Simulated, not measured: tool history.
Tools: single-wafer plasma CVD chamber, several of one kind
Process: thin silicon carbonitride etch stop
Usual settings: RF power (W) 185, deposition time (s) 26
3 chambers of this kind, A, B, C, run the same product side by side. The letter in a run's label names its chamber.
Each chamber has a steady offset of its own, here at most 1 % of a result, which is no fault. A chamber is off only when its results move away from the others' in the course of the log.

run     day  RF power (W)  deposition time (s)  read-back reference wafer on the same gauge, thickness_nm  mean film thickness on the monitor wafer (angstrom)
 1B   0.471           185                   26                                                     16.405                                               144.19
 2C   1.133           185                   26                                                     16.405                                                145.5
 3A   1.438           185                   26                                                       16.4                                               145.09
 4A   1.917           185                   26                                                     16.409                                               144.79
 5C    2.35           185                   26                                                     16.416                                               145.52
 6B    2.75           185                   26                                                     16.416                                               144.41
 7B   3.262           185                   26                                                     16.419                                                144.4
 8A   3.733           185                 28.1                                                     16.418                                               156.73
 9C   4.296           185                 28.1                                                     16.422                                               157.45
10C   4.588           185                 28.1                                                     16.424                                               157.49
11B   5.217           185                   26                                                     16.424                                               144.72
12A   5.792           185                   26                                                     16.425                                               145.05
13B   6.417           185                   26                                                     16.432                                               144.51
14A   6.754           185                   26                                                      16.43                                               144.89
15C    7.05           185                   26                                                     16.432                                               146.11
16A     7.4           185                   26                                                     16.431                                               144.95
17C   8.021           185                   26                                                     16.439                                               146.01
18B   8.346           185                   26                                                     16.439                                               144.72
19B   8.788           185                   26                                                     16.437                                               145.04
20A   9.433           200                 21.2                                                     16.444                                               121.27
21C  10.058           200                 21.2                                                     16.443                                               122.19
     10.479  -- chamber B: RF generator calibrated
22C  10.558           200                 21.2                                                     16.444                                                  122
23B  11.121           185                   26                                                     16.444                                               145.04
24A  11.588           200                   26                                                     16.453                                               148.89
25B  12.221           200                   26                                                     16.456                                               148.22
26C  12.638           200                   26                                                     16.454                                               149.76
27A  13.112           185                   26                                                     16.462                                               145.37
28B   13.65           205                 22.7                                                     16.462                                                130.4
29A   14.25           205                 22.7                                                     16.462                                                  131
30C  14.921           205                 22.7                                                     16.466                                               131.46

All 3 chambers run these settings next. Forecast each chamber's results:
31A  15.4           185                   26                                                                                                               ?
31B  15.4           185                   26                                                                                                               ?
31C  15.4           185                   26                                                                                                               ?

run  mean film thickness on the monitor wafer (angstrom)
31A                                               145.55
31B                                               145.16
31C                                               146.43

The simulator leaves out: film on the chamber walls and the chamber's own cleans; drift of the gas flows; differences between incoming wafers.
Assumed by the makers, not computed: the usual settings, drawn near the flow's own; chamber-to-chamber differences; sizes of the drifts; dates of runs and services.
